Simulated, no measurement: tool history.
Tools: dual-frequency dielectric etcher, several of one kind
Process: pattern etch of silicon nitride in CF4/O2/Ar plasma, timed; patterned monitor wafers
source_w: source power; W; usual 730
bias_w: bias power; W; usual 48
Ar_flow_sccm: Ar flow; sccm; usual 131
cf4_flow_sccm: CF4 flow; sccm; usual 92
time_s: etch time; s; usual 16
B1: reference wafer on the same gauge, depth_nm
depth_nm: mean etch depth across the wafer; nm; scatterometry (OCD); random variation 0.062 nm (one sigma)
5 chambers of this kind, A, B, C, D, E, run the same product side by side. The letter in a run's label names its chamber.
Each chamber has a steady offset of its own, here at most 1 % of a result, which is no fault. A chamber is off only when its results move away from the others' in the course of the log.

{"run": "1D", "hour": 5.1, "source_w": 730, "bias_w": 48, "Ar_flow_sccm": 131, "cf4_flow_sccm": 92, "time_s": 16, "B1": 33.301, "depth_nm": 39.673}
{"run": "2E", "hour": 13.8, "source_w": 730, "bias_w": 48, "Ar_flow_sccm": 131, "cf4_flow_sccm": 92, "time_s": 16, "B1": 33.292, "depth_nm": 39.729}
{"run": "3C", "hour": 18.4, "source_w": 730, "bias_w": 48, "Ar_flow_sccm": 131, "cf4_flow_sccm": 92, "time_s": 16, "B1": 33.283, "depth_nm": 39.217}
{"run": "4B", "hour": 27.2, "source_w": 730, "bias_w": 48, "Ar_flow_sccm": 131, "cf4_flow_sccm": 92, "time_s": 16, "B1": 33.265, "depth_nm": 39.902}
{"run": "5A", "hour": 33.3, "source_w": 730, "bias_w": 48, "Ar_flow_sccm": 131, "cf4_flow_sccm": 92, "time_s": 16, "B1": 33.276, "depth_nm": 39.504}
{"run": "6B", "hour": 37.4, "source_w": 730, "bias_w": 48, "Ar_flow_sccm": 131, "cf4_flow_sccm": 92, "time_s": 16, "B1": 33.277, "depth_nm": 40.009}
{"run": "7A", "hour": 44.5, "source_w": 730, "bias_w": 48, "Ar_flow_sccm": 131, "cf4_flow_sccm": 92, "time_s": 16, "B1": 33.275, "depth_nm": 39.377}
{"run": "8E", "hour": 49.2, "source_w": 730, "bias_w": 48, "Ar_flow_sccm": 131, "cf4_flow_sccm": 92, "time_s": 16, "B1": 33.255, "depth_nm": 39.715}
{"run": "9C", "hour": 53.1, "source_w": 730, "bias_w": 48, "Ar_flow_sccm": 131, "cf4_flow_sccm": 92, "time_s": 16, "B1": 33.25, "depth_nm": 39.21}
{"run": "10D", "hour": 60.3, "source_w": 730, "bias_w": 54, "Ar_flow_sccm": 131, "cf4_flow_sccm": 92, "time_s": 16, "B1": 33.243, "depth_nm": 41.277}
{"run": "11A", "hour": 64.1, "source_w": 730, "bias_w": 54, "Ar_flow_sccm": 131, "cf4_flow_sccm": 92, "time_s": 16, "B1": 33.245, "depth_nm": 41.145}
{"run": "12D", "hour": 70.3, "source_w": 730, "bias_w": 54, "Ar_flow_sccm": 131, "cf4_flow_sccm": 92, "time_s": 16, "B1": 33.241, "depth_nm": 41.361}
{"hour": 71.7, "done": "chamber B: wet clean of the chamber"}
{"run": "13C", "hour": 76.2, "source_w": 730, "bias_w": 54, "Ar_flow_sccm": 131, "cf4_flow_sccm": 92, "time_s": 16, "B1": 33.231, "depth_nm": 40.995}
{"run": "14B", "hour": 82.6, "source_w": 730, "bias_w": 54, "Ar_flow_sccm": 131, "cf4_flow_sccm": 92, "time_s": 16, "B1": 33.221, "depth_nm": 41.699}
{"hour": 85.0, "done": "chamber A: source power generator calibrated"}
{"run": "15E", "hour": 86.9, "source_w": 730, "bias_w": 48, "Ar_flow_sccm": 131, "cf4_flow_sccm": 92, "time_s": 16, "B1": 33.219, "depth_nm": 39.66}
{"run": "16A", "hour": 93.3, "source_w": 730, "bias_w": 48, "Ar_flow_sccm": 131, "cf4_flow_sccm": 92, "time_s": 16, "B1": 33.218, "depth_nm": 39.326}
{"run": "17E", "hour": 101.6, "source_w": 730, "bias_w": 48, "Ar_flow_sccm": 131, "cf4_flow_sccm": 92, "time_s": 16, "B1": 33.195, "depth_nm": 39.511}
{"run": "18D", "hour": 105.9, "source_w": 730, "bias_w": 48, "Ar_flow_sccm": 131, "cf4_flow_sccm": 92, "time_s": 16, "B1": 33.204, "depth_nm": 39.416}
{"hour": 111.4, "done": "chamber C: source power generator calibrated"}
{"run": "19C", "hour": 114.1, "source_w": 730, "bias_w": 48, "Ar_flow_sccm": 131, "cf4_flow_sccm": 92, "time_s": 16, "B1": 33.202, "depth_nm": 39.087}
{"run": "20B", "hour": 118.6, "source_w": 730, "bias_w": 48, "Ar_flow_sccm": 131, "cf4_flow_sccm": 92, "time_s": 16, "B1": 33.219, "depth_nm": 39.794}
{"run": "21C", "hour": 124.6, "source_w": 730, "bias_w": 48, "Ar_flow_sccm": 131, "cf4_flow_sccm": 92, "time_s": 16, "B1": 33.189, "depth_nm": 39.153}
{"run": "22B", "hour": 129.7, "source_w": 730, "bias_w": 48, "Ar_flow_sccm": 131, "cf4_flow_sccm": 92, "time_s": 16, "B1": 33.192, "depth_nm": 39.712}
{"run": "23D", "hour": 138.0, "source_w": 730, "bias_w": 48, "Ar_flow_sccm": 131, "cf4_flow_sccm": 92, "time_s": 16, "B1": 33.177, "depth_nm": 39.335}
{"run": "24A", "hour": 143.2, "source_w": 730, "bias_w": 48, "Ar_flow_sccm": 131, "cf4_flow_sccm": 92, "time_s": 16, "B1": 33.184, "depth_nm": 39.25}
{"run": "25E", "hour": 150.2, "source_w": 730, "bias_w": 48, "Ar_flow_sccm": 131, "cf4_flow_sccm": 92, "time_s": 16, "B1": 33.173, "depth_nm": 39.454}
{"run": "26B", "hour": 158.8, "source_w": 730, "bias_w": 48, "Ar_flow_sccm": 131, "cf4_flow_sccm": 92, "time_s": 16, "B1": 33.166, "depth_nm": 39.702}
{"run": "27D", "hour": 165.2, "source_w": 730, "bias_w": 48, "Ar_flow_sccm": 152, "cf4_flow_sccm": 92, "time_s": 16, "B1": 33.168, "depth_nm": 38.491}
{"run": "28E", "hour": 172.7, "source_w": 730, "bias_w": 48, "Ar_flow_sccm": 152, "cf4_flow_sccm": 92, "time_s": 16, "B1": 33.155, "depth_nm": 38.601}
{"run": "29C", "hour": 177.4, "source_w": 730, "bias_w": 48, "Ar_flow_sccm": 152, "cf4_flow_sccm": 92, "time_s": 16, "B1": 33.15, "depth_nm": 38.172}
{"run": "30A", "hour": 182.0, "source_w": 730, "bias_w": 48, "Ar_flow_sccm": 152, "cf4_flow_sccm": 92, "time_s": 16, "B1": 33.149, "depth_nm": 38.465}
{"run": "31B", "hour": 189.6, "source_w": 730, "bias_w": 48, "Ar_flow_sccm": 152, "cf4_flow_sccm": 92, "time_s": 16, "B1": 33.147, "depth_nm": 38.833}
{"run": "32A", "hour": 196.8, "source_w": 730, "bias_w": 48, "Ar_flow_sccm": 131, "cf4_flow_sccm": 92, "time_s": 16, "B1": 33.128, "depth_nm": 39.251}
{"run": "33D", "hour": 200.6, "source_w": 730, "bias_w": 48, "Ar_flow_sccm": 131, "cf4_flow_sccm": 92, "time_s": 16, "B1": 33.13, "depth_nm": 39.239}
{"run": "34E", "hour": 205.8, "source_w": 730, "bias_w": 48, "Ar_flow_sccm": 131, "cf4_flow_sccm": 92, "time_s": 16, "B1": 33.127, "depth_nm": 39.453}
{"run": "35C", "hour": 214.2, "source_w": 730, "bias_w": 48, "Ar_flow_sccm": 131, "cf4_flow_sccm": 92, "time_s": 16, "B1": 33.133, "depth_nm": 39.092}
{"run": "36A", "hour": 220.0, "source_w": 810, "bias_w": 48, "Ar_flow_sccm": 131, "cf4_flow_sccm": 92, "time_s": 11.5, "B1": 33.117, "depth_nm": 30.886}
{"run": "37D", "hour": 227.9, "source_w": 810, "bias_w": 48, "Ar_flow_sccm": 131, "cf4_flow_sccm": 92, "time_s": 11.5, "B1": 33.096, "depth_nm": 31.014}
{"run": "38B", "hour": 231.9, "source_w": 810, "bias_w": 48, "Ar_flow_sccm": 131, "cf4_flow_sccm": 92, "time_s": 11.5, "B1": 33.11, "depth_nm": 31.146}
{"run": "39C", "hour": 237.0, "source_w": 810, "bias_w": 48, "Ar_flow_sccm": 131, "cf4_flow_sccm": 92, "time_s": 11.5, "B1": 33.096, "depth_nm": 30.58}
{"run": "40E", "hour": 241.6, "source_w": 810, "bias_w": 48, "Ar_flow_sccm": 131, "cf4_flow_sccm": 92, "time_s": 11.5, "B1": 33.102, "depth_nm": 31.035}
{"run": "41E", "hour": 248.1, "source_w": 730, "bias_w": 48, "Ar_flow_sccm": 131, "cf4_flow_sccm": 92, "time_s": 16, "B1": 33.112, "depth_nm": 39.474}
{"run": "42D", "hour": 255.3, "source_w": 730, "bias_w": 48, "Ar_flow_sccm": 131, "cf4_flow_sccm": 92, "time_s": 16, "B1": 33.101, "depth_nm": 39.395}

Next, every chamber runs the same settings. What will each give?
{"run": "43A", "hour": 261.7, "source_w": 730, "bias_w": 48, "Ar_flow_sccm": 131, "cf4_flow_sccm": 92, "time_s": 16, "depth_nm": "?"}
{"run": "43B", "hour": 261.7, "source_w": 730, "bias_w": 48, "Ar_flow_sccm": 131, "cf4_flow_sccm": 92, "time_s": 16, "depth_nm": "?"}
{"run": "43C", "hour": 261.7, "source_w": 730, "bias_w": 48, "Ar_flow_sccm": 131, "cf4_flow_sccm": 92, "time_s": 16, "depth_nm": "?"}
{"run": "43D", "hour": 261.7, "source_w": 730, "bias_w": 48, "Ar_flow_sccm": 131, "cf4_flow_sccm": 92, "time_s": 16, "depth_nm": "?"}
{"run": "43E", "hour": 261.7, "source_w": 730, "bias_w": 48, "Ar_flow_sccm": 131, "cf4_flow_sccm": 92, "time_s": 16, "depth_nm": "?"}

run=43A depth_nm=39.185
run=43B depth_nm=39.454
run=43C depth_nm=39.023
run=43D depth_nm=39.38
run=43E depth_nm=39.416

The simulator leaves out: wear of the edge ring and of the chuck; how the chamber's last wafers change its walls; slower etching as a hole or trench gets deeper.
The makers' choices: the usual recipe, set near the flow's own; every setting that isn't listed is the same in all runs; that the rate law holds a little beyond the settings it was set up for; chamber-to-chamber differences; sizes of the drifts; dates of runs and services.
